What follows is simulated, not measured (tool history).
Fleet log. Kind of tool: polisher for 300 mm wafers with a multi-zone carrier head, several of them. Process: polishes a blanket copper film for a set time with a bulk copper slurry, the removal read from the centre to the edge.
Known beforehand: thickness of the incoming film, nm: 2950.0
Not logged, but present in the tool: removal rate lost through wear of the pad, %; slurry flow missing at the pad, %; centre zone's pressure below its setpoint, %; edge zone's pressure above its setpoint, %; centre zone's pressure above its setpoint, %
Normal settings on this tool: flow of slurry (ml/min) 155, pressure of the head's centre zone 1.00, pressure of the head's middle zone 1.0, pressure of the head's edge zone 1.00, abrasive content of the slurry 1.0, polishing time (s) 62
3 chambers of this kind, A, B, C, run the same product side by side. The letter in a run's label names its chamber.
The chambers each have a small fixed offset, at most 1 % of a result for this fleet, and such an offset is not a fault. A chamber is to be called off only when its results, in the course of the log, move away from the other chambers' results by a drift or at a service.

| run | hour | flow of slurry (ml/min) | pressure of the head's centre zone | pressure of the head's middle zone | pressure of the head's edge zone | abrasive content of the slurry | polishing time (s) | wafers polished on this pad | hours since the slurry nozzle was cleaned | hours since the centre zone pressure was calibrated | hours since the edge zone pressure was calibrated | film removed at the wafer's centre (angstrom) | film removed at mid-radius (angstrom) | film removed at the wafer's edge (angstrom) |
|---|---|---|---|---|---|---|---|---|---|---|---|---|---|---|
| 1C | 6.3 | 155 | 1.00 | 1.0 | 1.00 | 1.0 | 62 | 264 | 232.4 | 147.8 | 315.5 | 7129.0 | 7029.1 | 7037.6 |
| 2B | 13.5 | 155 | 1.00 | 1.0 | 1.00 | 1.0 | 62 | 527 | 72.0 | 483.4 | 374.1 | 6999.6 | 7212.6 | 6964.2 |
|  | 14.4 | chamber C: slurry nozzle cleaned |
| 3A | 20.0 | 155 | 1.00 | 1.0 | 1.00 | 1.0 | 62 | 679 | 522.1 | 972.8 | 555.8 | 7098.6 | 6926.5 | 7105.5 |
| 4B | 26.6 | 155 | 1.00 | 1.0 | 1.00 | 1.0 | 62 | 688 | 85.1 | 496.5 | 387.2 | 6984.9 | 7088.8 | 6949.0 |
|  | 28.7 | chamber B: worn pad replaced by a new one |
| 5A | 35.0 | 155 | 1.00 | 1.0 | 1.00 | 1.0 | 42 | 863 | 537.1 | 987.8 | 570.8 | 4728.9 | 4738.5 | 4761.2 |
| 6C | 48.4 | 155 | 1.00 | 1.0 | 1.00 | 1.0 | 42 | 783 | 34.0 | 189.9 | 357.6 | 4879.3 | 4805.6 | 4865.6 |
|  | 51.6 | chamber A: worn pad replaced by a new one |
| 7C | 57.2 | 155 | 1.00 | 1.0 | 1.00 | 1.0 | 42 | 891 | 42.8 | 198.7 | 366.4 | 4789.4 | 4744.9 | 4817.8 |
| 8B | 65.6 | 155 | 1.08 | 1.0 | 1.00 | 1.2 | 62 | 454 | 124.1 | 535.5 | 426.2 | 8026.1 | 7443.4 | 7299.5 |
| 9A | 74.8 | 155 | 1.08 | 1.0 | 1.00 | 1.2 | 62 | 286 | 576.9 | 1027.6 | 610.6 | 7960.4 | 7327.6 | 7314.6 |
|  | 75.1 | chamber C: worn pad replaced by a new one |
| 10B | 85.9 | 155 | 1.08 | 1.0 | 1.00 | 1.2 | 62 | 704 | 144.4 | 555.8 | 446.5 | 8035.9 | 7219.6 | 7393.6 |
|  | 90.9 | chamber B: worn pad replaced by a new one |
| 11A | 92.3 | 155 | 1.00 | 1.0 | 1.00 | 1.0 | 62 | 501 | 594.4 | 1045.1 | 628.1 | 6821.0 | 6958.3 | 7038.9 |
|  | 97.1 | chamber B: centre zone pressure recalibrated |
| 12C | 104.9 | 155 | 1.00 | 1.0 | 1.00 | 1.0 | 62 | 367 | 90.5 | 246.4 | 414.1 | 7214.4 | 7012.5 | 7116.2 |
| 13C | 115.1 | 155 | 1.00 | 1.0 | 1.00 | 1.0 | 62 | 493 | 100.7 | 256.6 | 424.3 | 7162.9 | 7024.1 | 6972.3 |
| 14B | 127.2 | 155 | 1.00 | 1.0 | 1.00 | 1.0 | 62 | 447 | 185.7 | 30.1 | 487.8 | 6953.6 | 7164.6 | 7026.4 |
|  | 130.3 | chamber B: slurry nozzle cleaned |
| 15A | 135.5 | 155 | 1.00 | 1.0 | 1.00 | 1.0 | 62 | 1033 | 637.6 | 1088.3 | 671.3 | 6888.0 | 7022.5 | 7016.1 |
| 16C | 141.5 | 155 | 1.00 | 1.0 | 1.00 | 1.0 | 62 | 818 | 127.1 | 283.0 | 450.7 | 7340.9 | 7011.8 | 7054.6 |
| 17A | 147.9 | 155 | 1.00 | 1.0 | 1.00 | 1.0 | 62 | 1186 | 650.0 | 1100.7 | 683.7 | 6835.0 | 6869.9 | 6870.2 |
|  | 150.5 | chamber A: slurry nozzle cleaned |
|  | 151.1 | chamber C: worn pad replaced by a new one |
|  | 151.5 | chamber B: worn pad replaced by a new one |
|  | 152.3 | chamber C: centre zone pressure recalibrated |
| 18B | 154.1 | 155 | 1.00 | 1.0 | 1.00 | 1.0 | 62 | 32 | 23.8 | 57.0 | 514.7 | 6978.3 | 7164.8 | 6975.8 |
|  | 155.1 | chamber A: worn pad replaced by a new one |
|  | 158.8 | chamber B: edge zone pressure recalibrated |
| 19C | 161.5 | 155 | 1.00 | 1.0 | 1.10 | 1.0 | 44 | 128 | 147.1 | 9.2 | 470.7 | 5195.0 | 4987.7 | 5287.1 |
| 20B | 169.1 | 155 | 1.00 | 1.0 | 1.10 | 1.0 | 44 | 216 | 38.8 | 72.0 | 10.3 | 5020.1 | 5000.8 | 5267.6 |
| 21A | 180.3 | 155 | 1.00 | 1.0 | 1.10 | 1.0 | 44 | 310 | 29.9 | 1133.1 | 716.1 | 4750.0 | 5037.6 | 5227.0 |
| 22A | 186.5 | 155 | 1.00 | 1.0 | 1.00 | 1.0 | 62 | 387 | 36.1 | 1139.3 | 722.3 | 6779.1 | 7017.2 | 7016.3 |
| 23C | 193.6 | 155 | 1.00 | 1.0 | 1.00 | 1.0 | 62 | 523 | 179.2 | 41.3 | 502.8 | 7210.0 | 6990.0 | 6975.6 |
| 24B | 200.9 | 155 | 1.00 | 1.0 | 1.00 | 1.0 | 62 | 608 | 70.6 | 103.8 | 42.1 | 6915.7 | 7043.1 | 7041.4 |
| 25C | 211.7 | 155 | 1.00 | 1.0 | 1.00 | 1.0 | 62 | 746 | 197.3 | 59.4 | 520.9 | 7017.7 | 7072.4 | 6985.5 |
| 26A | 219.0 | 155 | 1.00 | 1.0 | 1.00 | 1.0 | 62 | 787 | 68.6 | 1171.8 | 754.8 | 6527.0 | 7088.4 | 6938.8 |
|  | 226.1 | chamber B: worn pad replaced by a new one |
| 27B | 226.4 | 155 | 1.00 | 1.0 | 1.00 | 1.0 | 62 | 3 | 96.1 | 129.3 | 67.6 | 6989.9 | 7134.8 | 6993.7 |
| 28B | 236.6 | 155 | 1.00 | 1.0 | 1.00 | 1.0 | 62 | 129 | 106.3 | 139.5 | 77.8 | 6981.3 | 7100.0 | 7037.9 |
|  | 242.5 | chamber C: worn pad replaced by a new one |
| 29A | 242.9 | 155 | 1.00 | 1.1 | 1.06 | 1.0 | 62 | 1081 | 92.5 | 1195.7 | 778.7 | 6526.4 | 7730.4 | 7242.4 |
|  | 253.1 | chamber A: worn pad replaced by a new one |
| 30C | 255.0 | 155 | 1.00 | 1.1 | 1.06 | 1.0 | 62 | 154 | 240.6 | 102.7 | 564.2 | 7055.3 | 7643.0 | 7166.8 |
| 31C | 265.2 | 155 | 1.00 | 1.1 | 1.06 | 1.0 | 62 | 280 | 250.8 | 112.9 | 574.4 | 7247.8 | 7710.4 | 7268.9 |
|  | 267.5 | chamber C: slurry nozzle cleaned |
| 32A | 274.4 | 155 | 1.00 | 1.0 | 1.00 | 1.0 | 62 | 262 | 124.0 | 1227.2 | 810.2 | 6515.2 | 6945.8 | 7139.9 |
| 33B | 283.3 | 155 | 1.00 | 1.0 | 1.00 | 1.0 | 62 | 704 | 153.0 | 186.2 | 124.5 | 6991.9 | 7242.0 | 7095.3 |
| 34B | 294.7 | 155 | 1.00 | 1.0 | 1.00 | 1.0 | 62 | 844 | 164.4 | 197.6 | 135.9 | 6995.9 | 6998.2 | 7002.0 |
| 35C | 303.0 | 155 | 1.00 | 1.0 | 1.00 | 1.0 | 62 | 745 | 35.6 | 150.7 | 612.2 | 7127.9 | 7005.4 | 7247.5 |
| 36A | 313.9 | 155 | 1.00 | 1.0 | 1.00 | 1.0 | 62 | 749 | 163.5 | 1266.7 | 849.7 | 6240.4 | 7056.3 | 7044.2 |
| 37A | 327.2 | 155 | 1.00 | 1.0 | 1.00 | 1.0 | 62 | 912 | 176.8 | 1280.0 | 863.0 | 6283.2 | 7036.3 | 7144.3 |
|  | 330.5 | chamber C: worn pad replaced by a new one |
| 38C | 337.2 | 155 | 1.00 | 1.0 | 1.00 | 1.0 | 62 | 83 | 69.8 | 184.9 | 646.4 | 7197.5 | 6983.0 | 7003.3 |

Next, every chamber runs the same settings. What will each give?
| 39A | 346.8 | 155 | 1.00 | 1.0 | 1.04 | 1.0 | 62 |  |  |  |  | ? | ? | ? |
| 39B | 346.8 | 155 | 1.00 | 1.0 | 1.04 | 1.0 | 62 |  |  |  |  | ? | ? | ? |
| 39C | 346.8 | 155 | 1.00 | 1.0 | 1.04 | 1.0 | 62 |  |  |  |  | ? | ? | ? |

| run | film removed at the wafer's centre (angstrom) | film removed at mid-radius (angstrom) | film removed at the wafer's edge (angstrom) |
|---|---|---|---|
| 39A | 6219.7 | 7068.4 | 7228.8 |
| 39B | 7203.5 | 7016.4 | 7213.4 |
| 39C | 7181.8 | 7002.2 | 7226.3 |

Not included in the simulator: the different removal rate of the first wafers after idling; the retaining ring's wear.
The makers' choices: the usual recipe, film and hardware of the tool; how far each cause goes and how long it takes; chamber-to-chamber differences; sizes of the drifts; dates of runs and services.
